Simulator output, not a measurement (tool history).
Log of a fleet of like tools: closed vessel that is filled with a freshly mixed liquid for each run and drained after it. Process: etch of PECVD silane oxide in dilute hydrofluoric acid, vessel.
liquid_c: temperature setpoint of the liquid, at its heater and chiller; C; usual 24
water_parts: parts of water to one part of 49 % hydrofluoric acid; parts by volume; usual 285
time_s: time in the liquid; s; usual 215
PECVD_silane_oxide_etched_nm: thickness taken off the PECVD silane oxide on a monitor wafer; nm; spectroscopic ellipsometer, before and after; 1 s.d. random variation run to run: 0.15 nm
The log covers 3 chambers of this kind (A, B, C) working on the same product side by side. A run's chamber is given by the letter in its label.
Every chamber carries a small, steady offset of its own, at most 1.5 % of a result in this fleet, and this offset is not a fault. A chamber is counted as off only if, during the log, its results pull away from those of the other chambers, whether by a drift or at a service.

run,hour,liquid_c,water_parts,time_s,"read-back film thickness of the PECVD silane oxide reference wafer, read on the same gauge (nm)",PECVD_silane_oxide_etched_nm
1A,7.3,24,285,215,69.983,19.764
2C,16.2,24,285,215,69.971,19.748
3B,24.3,24,285,215,70.020,19.569
4C,30.8,24,285,215,69.977,19.523
5B,37.3,24,230,170,69.963,19.754
6A,45.9,24,230,170,69.970,20.491
7C,54.8,24,230,170,69.999,20.337
8B,59.0,24,285,215,69.968,19.514
9A,65.2,24,285,215,69.991,19.638
10C,72.8,24,405,335,69.985,19.280
11B,80.4,24,405,335,70.024,18.783
12A,86.8,24,405,335,69.989,19.344
13B,91.2,24,285,215,70.026,19.409
14C,100.5,24,285,155,69.983,14.374
15A,110.2,24,285,155,69.983,14.335
16C,117.6,24,285,155,69.953,14.102
17B,127.3,24,285,215,70.024,18.914
18A,132.7,24,285,215,69.957,19.692
19C,137.0,24,285,215,69.996,19.322
20B,143.4,24,285,215,70.021,18.452
21A,151.3,24,285,215,70.024,19.757
22A,155.8,24,285,215,69.960,19.762
23B,163.6,24,285,215,70.051,18.320
24C,172.0,24,285,215,70.028,19.877
25B,178.7,24,285,215,69.965,18.156
26A,186.3,24,285,215,69.960,19.866

Next, every chamber runs the same settings. What will each give?
27A,193.3,24,170,215,,?
27B,193.3,24,170,215,,?
27C,193.3,24,170,215,,?

run,PECVD_silane_oxide_etched_nm
27A,37.041
27B,33.601
27C,37.163
